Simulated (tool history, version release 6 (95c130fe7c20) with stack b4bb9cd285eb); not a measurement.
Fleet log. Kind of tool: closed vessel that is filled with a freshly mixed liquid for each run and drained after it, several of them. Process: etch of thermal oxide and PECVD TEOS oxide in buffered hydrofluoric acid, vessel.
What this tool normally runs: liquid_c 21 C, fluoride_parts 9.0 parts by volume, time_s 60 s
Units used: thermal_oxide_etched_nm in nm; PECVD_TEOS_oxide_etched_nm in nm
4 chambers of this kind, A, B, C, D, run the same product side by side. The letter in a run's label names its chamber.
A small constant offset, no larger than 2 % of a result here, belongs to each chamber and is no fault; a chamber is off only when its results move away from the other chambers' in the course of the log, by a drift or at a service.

run,hour,liquid_c,fluoride_parts,time_s,"read-back film thickness of the thermal oxide reference wafer, read on the same gauge (nm)","read-back film thickness of the PECVD TEOS oxide reference wafer, read on the same gauge (nm)",thermal_oxide_etched_nm,PECVD_TEOS_oxide_etched_nm
1C,7.5,21,9.0,60,29.987,140.00,65.309,114.48
2A,16.2,21,9.0,60,29.996,140.04,65.059,117.12
3D,21.6,21,9.0,60,29.997,140.00,64.177,116.20
4B,29.3,21,9.0,60,29.997,140.02,65.509,115.96
5C,38.9,21,9.0,60,29.984,140.02,65.833,115.21
6B,49.9,21,9.0,60,29.997,139.98,65.148,117.91
7D,57.0,21,9.0,60,29.988,140.00,64.777,115.70
8A,67.8,21,9.0,60,29.999,139.98,64.354,117.19
9D,73.4,21,9.0,60,30.004,139.95,63.878,118.60
10A,84.8,21,9.0,60,29.993,139.95,65.005,117.99
11C,91.7,21,9.0,60,29.968,139.99,65.416,115.44
12B,101.9,21,9.0,60,30.021,140.03,65.871,117.80
13D,107.0,21,10.5,60,29.979,140.00,57.125,103.95
14C,114.0,21,10.5,60,30.003,139.99,58.713,102.73
15B,119.1,21,10.5,60,29.997,139.96,58.511,103.23
16A,124.3,21,10.5,60,29.988,139.98,58.499,105.54
17C,131.4,21,9.0,60,29.978,139.99,65.350,115.35
18B,141.9,21,9.0,60,30.010,140.00,65.992,116.39
19A,153.2,21,5.5,70,30.043,139.98,122.450,218.99
20D,163.4,21,5.5,70,29.985,139.99,121.730,221.15
21B,173.7,21,5.5,70,30.018,140.03,125.460,221.67
22C,180.4,21,5.5,70,29.947,140.01,123.260,216.56
23D,188.6,21,9.0,60,29.990,140.00,64.372,116.63
# hour 194.3: chamber D: hydrofluoric acid flow meter replaced
24A,198.2,21,9.0,60,30.035,140.03,65.974,116.44
25D,206.6,21,9.0,60,29.964,139.96,63.839,116.81
26A,216.4,21,9.0,60,29.995,139.99,64.702,119.63
27C,223.4,21,9.0,60,30.025,140.07,65.221,115.69
28B,234.6,21,9.0,60,30.028,140.00,66.120,116.99
29C,240.4,21,9.0,60,30.005,139.95,65.412,116.97
30A,248.6,21,9.0,60,30.005,139.98,65.339,118.36
31D,258.8,21,9.0,60,29.992,140.01,64.002,117.67
32B,265.1,21,9.0,60,30.010,140.01,66.696,116.53
33C,274.7,21,9.0,60,30.014,140.03,65.182,115.34
34A,280.3,21,9.0,60,30.017,140.01,64.380,118.14

Which is it: a chamber that has drifted or been left off by a service, a gauge drift common to all chambers, or only each chamber's usual small offset? If a chamber is off, name it and its likeliest cause.

No chamber is off and the gauge is stable; the differences are just each chamber's small, constant offset.
